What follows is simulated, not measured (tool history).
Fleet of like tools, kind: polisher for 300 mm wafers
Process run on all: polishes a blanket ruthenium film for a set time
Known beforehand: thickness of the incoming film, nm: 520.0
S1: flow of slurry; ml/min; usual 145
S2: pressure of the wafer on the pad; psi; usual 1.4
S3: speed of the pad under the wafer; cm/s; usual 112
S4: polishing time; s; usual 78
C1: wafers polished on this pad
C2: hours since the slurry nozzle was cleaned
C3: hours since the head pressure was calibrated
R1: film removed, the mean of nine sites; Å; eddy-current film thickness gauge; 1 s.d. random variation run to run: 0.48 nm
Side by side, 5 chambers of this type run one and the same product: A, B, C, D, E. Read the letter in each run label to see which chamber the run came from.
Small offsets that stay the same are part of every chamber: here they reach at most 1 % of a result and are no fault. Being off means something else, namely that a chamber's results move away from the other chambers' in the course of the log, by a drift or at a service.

run	hour	S1	S2	S3	S4	C1	C2	C3	R1
# hour 0.1: chamber A: head pressure recalibrated
1E	6.2	145	1.4	112	78	624	212.1	563.4	614.12
2A	13.7	145	1.4	112	78	982	215	13.7	600.58
3D	22.4	145	1.4	112	78	1258	327	173.4	604.18
# hour 26.9: chamber D: worn pad replaced by a new one
4C	34	145	1.4	112	78	498	165.2	222.9	601.61
# hour 37.5: chamber A: slurry nozzle cleaned
5B	39.4	145	1.4	112	78	448	188.6	877.6	609.66
# hour 41.6: chamber A: worn pad replaced by a new one
6C	45	145	1.4	112	78	587	176.2	233.9	601.6
# hour 47.9: chamber E: slurry nozzle cleaned
7E	53.9	190	1.4	112	78	1009	6.1	611.1	634.68
8A	61.2	190	1.4	112	78	158	23.7	61.2	629.3
9B	71.9	190	1.4	112	78	710	221.1	910.1	632.95
# hour 77.3: chamber C: worn pad replaced by a new one
10D	78.9	190	1.4	112	78	420	383.5	229.9	629.88
11C	84.3	190	1.4	112	78	56	215.5	273.2	619.91
12B	91	145	1.4	112	78	864	240.2	929.2	603.63
# hour 100.2: chamber D: slurry nozzle cleaned
13E	102.6	145	1.4	112	78	1401	54.8	659.8	604.67
14D	108	145	1.4	112	78	654	7.9	259	608.89
# hour 111.8: chamber B: worn pad replaced by a new one
15A	117.1	145	1.4	112	78	609	79.6	117.1	596.39
# hour 118.2: chamber B: head pressure recalibrated
16D	128	145	1.4	112	78	816	27.9	279	615.29
# hour 129.3: chamber E: worn pad replaced by a new one
17E	139.3	145	1.4	112	78	80	91.5	696.5	608.9
18B	147.1	145	1.4	112	78	285	296.3	28.9	560.05
# hour 153.9: chamber D: head pressure recalibrated
19A	157.2	145	1.4	112	78	932	119.7	157.2	604.75
20C	163.1	145	1.4	112	78	692	294.3	352	601.4
# hour 171.3: chamber C: worn pad replaced by a new one
21C	172.5	145	1.4	112	78	10	303.7	361.4	588.89
22D	183.3	145	1.4	112	78	1262	83.2	29.4	607.32
# hour 183.4: chamber A: worn pad replaced by a new one
# hour 187.1: chamber C: slurry nozzle cleaned
23B	189.5	145	1.4	112	78	627	338.7	71.3	558.49
24A	199.2	145	1.4	112	78	127	161.7	199.2	604.53
# hour 204.6: chamber D: worn pad replaced by a new one
25E	209.2	145	1.4	112	78	644	161.4	766.4	606.19
26E	217.2	145	1.4	112	78	709	169.4	774.4	607.58
# hour 217.3: chamber B: worn pad replaced by a new one
27C	225.1	145	1.4	82	98	434	38.1	414	550.12
28A	236.9	145	1.4	82	98	431	199.4	236.9	560.04
29B	242.6	145	1.4	82	98	204	391.8	124.4	510.48
30D	248	145	1.4	82	98	350	147.9	94.1	560.85

Next, every chamber runs the same settings. What will each give?
31A	256.6	145	1.7	112	78				?
31B	256.6	145	1.7	112	78				?
31C	256.6	145	1.7	112	78				?
31D	256.6	145	1.7	112	78				?
31E	256.6	145	1.7	112	78				?

run	R1
31A	735.04
31B	672.64
31C	725.81
31D	737.88
31E	745.19

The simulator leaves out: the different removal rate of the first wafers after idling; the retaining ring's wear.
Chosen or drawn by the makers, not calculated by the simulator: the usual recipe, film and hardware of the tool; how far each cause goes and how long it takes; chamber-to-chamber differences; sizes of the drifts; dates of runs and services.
